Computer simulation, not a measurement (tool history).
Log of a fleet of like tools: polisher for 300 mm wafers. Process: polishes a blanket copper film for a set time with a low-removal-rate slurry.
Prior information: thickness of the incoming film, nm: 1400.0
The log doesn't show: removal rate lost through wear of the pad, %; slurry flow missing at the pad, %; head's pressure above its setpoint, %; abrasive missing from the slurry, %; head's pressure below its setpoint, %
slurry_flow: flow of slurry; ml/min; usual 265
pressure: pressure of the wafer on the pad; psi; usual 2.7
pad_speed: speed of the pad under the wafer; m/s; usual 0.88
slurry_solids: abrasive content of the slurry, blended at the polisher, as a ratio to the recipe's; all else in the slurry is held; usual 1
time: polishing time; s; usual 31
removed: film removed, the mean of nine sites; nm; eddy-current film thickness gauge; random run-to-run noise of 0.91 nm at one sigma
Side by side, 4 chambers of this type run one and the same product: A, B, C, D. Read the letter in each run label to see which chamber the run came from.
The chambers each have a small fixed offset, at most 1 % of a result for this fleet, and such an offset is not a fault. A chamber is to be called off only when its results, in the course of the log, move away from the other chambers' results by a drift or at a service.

run,hour,slurry_flow,pressure,pad_speed,slurry_solids,time,wafers polished on this pad,hours since the slurry nozzle was cleaned,hours since the head pressure was calibrated,hours since the slurry blender was calibrated,removed
# hour 0.9: chamber A: worn pad replaced by a new one
1D,4.4,265,2.7,0.88,1,31,943,13.2,447.4,236.3,86.827
2A,7.5,265,2.7,0.88,1,31,99,116.2,530.2,59.3,87.448
3C,9.5,265,2.7,0.88,1,31,313,97.2,185,116.1,88.95
4B,12.3,265,2.7,0.88,1,31,669,92.1,433.3,174.8,86.829
5D,14.7,265,3.2,0.88,0.85,31,1097,23.5,457.7,246.6,101
# hour 16.6: chamber D: worn pad replaced by a new one
6A,19,265,3.2,0.88,0.85,31,271,127.7,541.7,70.8,100.03
7C,22.5,265,3.2,0.88,0.85,31,507,110.2,198,129.1,101.68
8B,25.2,265,3.2,0.88,0.85,31,861,105,446.2,187.7,100.04
9A,28.6,265,2.7,0.88,1,31,414,137.3,551.3,80.4,88.084
10C,30.9,265,2.7,0.88,1,31,632,118.6,206.4,137.5,90.447
# hour 32.6: chamber C: slurry blender recalibrated
11B,34.2,265,2.7,0.88,1,31,996,114,455.2,196.7,88.283
# hour 35.3: chamber D: slurry blender recalibrated
12D,38.8,265,2.7,0.88,1,31,331,47.6,481.8,3.6,90.487
13A,41.6,265,2.7,0.88,1,31,608,150.3,564.3,93.4,87.645
14D,44.6,265,2.7,0.88,1,31,418,53.4,487.6,9.4,88.773
15B,49,265,2.7,0.88,1,31,1217,128.8,470,211.5,87.439
# hour 51.8: chamber C: worn pad replaced by a new one
16C,52.2,265,2.7,0.88,1,31,6,139.9,227.7,19.7,89.025
17A,54.5,265,2.7,0.88,1,31,800,163.2,577.2,106.3,88.874
# hour 55.9: chamber B: worn pad replaced by a new one
18B,58.4,265,2.7,0.88,1,31,37,138.2,479.4,220.9,88.326
19D,60.9,265,2.7,0.88,1,31,661,69.7,503.9,25.7,89.404
20C,64.6,265,2.7,0.88,1,31,191,152.3,240.1,32.1,88.621
21A,68.7,265,2.7,0.88,1,31,1012,177.4,591.4,120.5,87.697
22D,72.8,265,2.7,0.88,1,31,839,81.6,515.8,37.6,88.232
23B,75.8,265,2.7,0.88,0.8,31,297,155.6,496.8,238.3,85.066
24C,78.5,265,2.7,0.88,0.8,31,398,166.2,254,46,85.179
25C,82.2,265,2.7,0.88,0.8,31,453,169.9,257.7,49.7,86.612
26D,86,265,2.7,0.88,0.8,31,1036,94.8,529,50.8,85.376
27B,89.5,265,2.7,0.88,1,31,502,169.3,510.5,252,89.201
# hour 92.8: chamber A: worn pad replaced by a new one
28A,93.3,265,2.7,0.88,1,31,8,202,616,145.1,88.207
# hour 94: chamber B: head pressure recalibrated
29A,96,265,2.7,0.88,1,31,49,204.7,618.7,147.8,86.824
30D,99.4,265,2.7,0.88,1,31,1236,108.2,542.4,64.2,88.426
31B,102.4,265,2.7,0.88,1,31,694,182.2,8.4,264.9,87.476
32C,105.3,265,2.7,0.88,1,31,798,193,280.8,72.8,88.609
33C,109.9,265,2.7,0.88,1,31,867,197.6,285.4,77.4,89.38
34D,112.3,265,2.7,0.88,1,31,1429,121.1,555.3,77.1,87.372
35B,116.4,265,2.7,0.88,1,31,903,196.2,22.4,278.9,89.316
36A,119,265,2.7,0.74,1,31,392,227.7,641.7,170.8,73.445

Read the log: is a single chamber off, either drifting away or since a service, is the gauge that measures every chamber drifting, or is nothing wrong beyond small per-chamber offsets? Name any odd chamber and what most likely caused it.

Beyond each chamber's small constant offset nothing stands out, and the gauge stays steady.
